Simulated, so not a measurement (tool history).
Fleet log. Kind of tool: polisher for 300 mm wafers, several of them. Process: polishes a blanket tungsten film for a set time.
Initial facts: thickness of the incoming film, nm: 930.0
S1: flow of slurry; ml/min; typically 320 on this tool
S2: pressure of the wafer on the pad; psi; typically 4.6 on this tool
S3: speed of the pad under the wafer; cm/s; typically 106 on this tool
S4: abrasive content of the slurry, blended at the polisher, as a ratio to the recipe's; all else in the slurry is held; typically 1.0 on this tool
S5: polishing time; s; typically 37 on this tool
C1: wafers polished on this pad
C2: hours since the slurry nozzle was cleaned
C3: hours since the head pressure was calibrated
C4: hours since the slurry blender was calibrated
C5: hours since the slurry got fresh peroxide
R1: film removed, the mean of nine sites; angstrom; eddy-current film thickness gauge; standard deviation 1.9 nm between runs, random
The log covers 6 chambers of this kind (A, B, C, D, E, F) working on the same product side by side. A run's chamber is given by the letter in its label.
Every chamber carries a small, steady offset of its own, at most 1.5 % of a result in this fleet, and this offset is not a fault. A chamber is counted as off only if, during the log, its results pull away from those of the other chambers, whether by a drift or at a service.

run	day	S1	S2	S3	S4	S5	C1	C2	C3	C4	C5	R1
# day 0.208: chamber B: slurry tank refilled with fresh slurry and peroxide
# day 0.258: chamber C: slurry tank refilled with fresh slurry and peroxide
1C	0.262	320	4.6	106	1.0	37	354	264.5	724.7	30.8	0.1	1994.3
# day 0.471: chamber B: slurry blender recalibrated
# day 0.488: chamber B: worn pad replaced by a new one
2D	0.688	320	4.6	106	1.0	37	841	341.0	67.6	93.1	134.2	1969.2
# day 0.858: chamber F: slurry tank refilled with fresh slurry and peroxide
3A	1.000	320	4.6	106	1.0	37	365	34.6	320.6	51.7	28.0	1953.5
# day 1.221: chamber D: slurry tank refilled with fresh slurry and peroxide
# day 1.229: chamber D: worn pad replaced by a new one
4E	1.279	320	4.6	106	1.0	37	896	152.9	790.4	34.8	127.8	1984.5
5F	1.788	425	5.9	106	1.0	37	1085	320.1	752.8	186.8	22.4	2560.9
# day 1.829: chamber E: slurry tank refilled with fresh slurry and peroxide
6B	2.096	425	5.9	106	1.0	37	493	255.5	943.1	39.0	45.4	2656.4
# day 2.129: chamber F: worn pad replaced by a new one
# day 2.242: chamber C: slurry nozzle cleaned
7F	2.600	425	5.9	106	1.0	37	145	339.6	772.3	206.3	41.9	2614.1
8D	3.104	425	5.9	106	1.0	37	576	399.0	125.6	151.1	45.3	2655.2
9C	3.500	425	5.9	106	1.0	37	1347	30.2	802.4	108.5	77.8	2608.7
# day 3.642: chamber E: worn pad replaced by a new one
# day 3.675: chamber C: slurry tank refilled with fresh slurry and peroxide
# day 3.762: chamber E: head pressure recalibrated
10B	3.762	425	5.9	106	1.0	37	1004	295.5	983.1	79.0	85.4	2623.4
# day 3.946: chamber C: worn pad replaced by a new one
# day 4.104: chamber B: worn pad replaced by a new one
11A	4.142	320	4.6	106	1.0	37	1329	110.0	396.0	127.1	103.4	1975.7
# day 4.262: chamber A: slurry blender recalibrated
# day 4.588: chamber A: worn pad replaced by a new one
12E	4.588	320	4.6	106	1.0	37	291	232.3	19.8	114.2	66.2	1965.8
# day 4.767: chamber D: worn pad replaced by a new one
13D	4.858	320	4.6	106	1.0	37	29	441.1	167.7	193.2	87.4	2013.6
# day 5.100: chamber B: slurry tank refilled with fresh slurry and peroxide
14A	5.100	320	4.6	106	1.0	37	158	133.0	419.0	20.2	126.4	1984.4
15C	5.529	320	4.6	106	1.0	37	486	78.9	851.1	157.2	44.6	1972.0
# day 5.638: chamber F: head pressure recalibrated
# day 5.833: chamber F: slurry nozzle cleaned
16B	5.917	320	4.6	106	1.1	37	556	347.2	1034.8	130.7	19.7	2033.0
# day 6.012: chamber F: slurry blender recalibrated
# day 6.100: chamber F: worn pad replaced by a new one
17F	6.300	320	4.6	106	1.1	37	61	11.3	16.0	6.9	130.7	2041.8
# day 6.542: chamber C: head pressure recalibrated
18E	6.812	320	4.6	106	1.1	37	973	285.7	73.2	167.6	119.6	2024.7
# day 7.238: chamber D: slurry tank refilled with fresh slurry and peroxide
19A	7.242	320	4.6	106	1.1	37	815	184.4	470.4	71.6	177.8	1984.4
# day 7.342: chamber C: slurry tank refilled with fresh slurry and peroxide
20D	7.488	320	4.6	106	1.1	37	835	504.2	230.8	256.3	6.1	2019.4
# day 7.608: chamber B: worn pad replaced by a new one
# day 7.712: chamber E: slurry tank refilled with fresh slurry and peroxide
21B	7.838	320	4.6	106	1.1	37	70	393.3	1080.9	176.8	65.8	2056.9
# day 8.258: chamber E: worn pad replaced by a new one
# day 8.258: chamber D: worn pad replaced by a new one
# day 8.258: chamber A: slurry tank refilled with fresh slurry and peroxide
22F	8.358	320	4.6	106	1.0	37	693	60.7	65.4	56.3	180.1	1981.4
23C	8.671	320	4.6	106	1.0	37	1450	154.3	51.2	232.6	31.9	2126.6
# day 8.708: chamber F: slurry tank refilled with fresh slurry and peroxide
# day 8.900: chamber A: worn pad replaced by a new one
24E	8.967	320	3.8	118	1.0	37	218	337.4	124.9	219.3	30.2	1842.4
# day 9.267: chamber C: worn pad replaced by a new one
25E	9.338	320	3.8	118	1.0	37	331	346.3	133.8	228.2	39.1	1819.0
# day 9.388: chamber F: worn pad replaced by a new one
# day 9.679: chamber B: slurry tank refilled with fresh slurry and peroxide
# day 9.708: chamber A: slurry blender recalibrated
26B	9.738	320	3.8	118	1.0	37	653	438.9	1126.5	222.4	1.5	1823.1
27D	10.267	320	3.8	118	1.0	37	616	570.9	297.5	323.0	72.8	1846.9
# day 10.529: chamber B: worn pad replaced by a new one
28A	10.692	320	3.8	118	1.0	37	550	267.2	553.2	23.7	58.4	1838.3
# day 10.842: chamber B: head pressure recalibrated
# day 10.988: chamber C: slurry tank refilled with fresh slurry and peroxide
# day 11.079: chamber D: slurry blender recalibrated
29F	11.167	320	3.8	118	1.0	37	546	128.1	132.8	123.7	59.0	1823.6
# day 11.229: chamber D: worn pad replaced by a new one
30C	11.567	320	4.6	106	1.0	37	706	223.8	120.7	302.1	14.0	2108.7
# day 11.608: chamber E: slurry nozzle cleaned
31F	11.883	320	4.6	106	1.0	37	766	145.3	150.0	140.9	76.2	1977.2
32A	12.400	320	4.6	94	1.2	37	1074	308.2	594.2	64.7	99.4	1859.2
# day 12.696: chamber F: worn pad replaced by a new one
# day 12.738: chamber D: slurry nozzle cleaned
33D	12.754	320	4.6	94	1.2	37	468	0.5	357.2	40.2	132.5	1844.2
# day 12.892: chamber E: worn pad replaced by a new one
34B	13.238	320	4.6	94	1.2	37	831	522.9	57.6	306.4	85.5	1889.9
# day 13.358: chamber A: worn pad replaced by a new one
# day 13.600: chamber B: worn pad replaced by a new one
35E	13.704	320	4.6	94	1.2	37	249	50.3	238.6	333.0	143.9	1837.5
# day 13.796: chamber D: slurry tank refilled with fresh slurry and peroxide
# day 13.825: chamber E: slurry tank refilled with fresh slurry and peroxide
# day 13.908: chamber C: slurry tank refilled with fresh slurry and peroxide
# day 13.967: chamber A: slurry blender recalibrated
# day 14.046: chamber C: slurry blender recalibrated
36C	14.100	320	4.6	94	1.2	37	1483	284.6	181.5	1.3	4.6	1983.9
# day 14.246: chamber C: worn pad replaced by a new one
# day 14.350: chamber B: slurry tank refilled with fresh slurry and peroxide
37C	14.417	320	4.6	94	1.2	37	53	292.2	189.1	8.9	12.2	1975.4
# day 14.462: chamber D: worn pad replaced by a new one
38B	14.904	320	4.6	106	1.0	37	400	562.9	97.6	346.4	13.3	1994.7
# day 15.217: chamber A: slurry tank refilled with fresh slurry and peroxide
39A	15.367	320	5.1	106	1.0	37	616	379.4	665.4	33.6	3.6	2218.3
40D	15.679	320	5.1	106	1.0	37	373	70.7	427.4	110.4	45.2	2211.1
41F	15.942	320	5.1	106	1.0	37	996	242.7	247.4	238.3	173.6	2215.4
42E	16.179	320	5.1	106	1.0	37	1009	109.7	298.0	392.4	56.6	2221.9

Which is it: a chamber that has drifted or been left off by a service, a gauge drift common to all chambers, or only each chamber's usual small offset? If a chamber is off, name it and its likeliest cause.

Chamber C has stood off from the others ever since a service on it.
What lies behind it: head's pressure above its setpoint, % = 7.69.

Here are 4 candidates for chamber C's next run, each the usual settings with a change, their results left as question marks. Which one brings its results back in line with what the others give on the usual settings?
To be in line, a result may differ from the other chambers' mean on the usual settings by at most: R1 66.0 angstrom
43C-1	16.558	320	4.6	110	1.0	38						?
43C-2	16.558	320	4.5	104	1.0	36						?
43C-3	16.558	320	4.6	92	1.0	37						?
43C-4	16.558	320	4.6	106	1.0	43						?

On the usual settings, the other chambers give on average: R1 1986.9 angstrom
run	R1
43C-1	2265.1
43C-2	1985.6
43C-3	1846.8
43C-4	2470.5
The right change is 43C-2: it brings the chamber back within the allowed miss of the others.
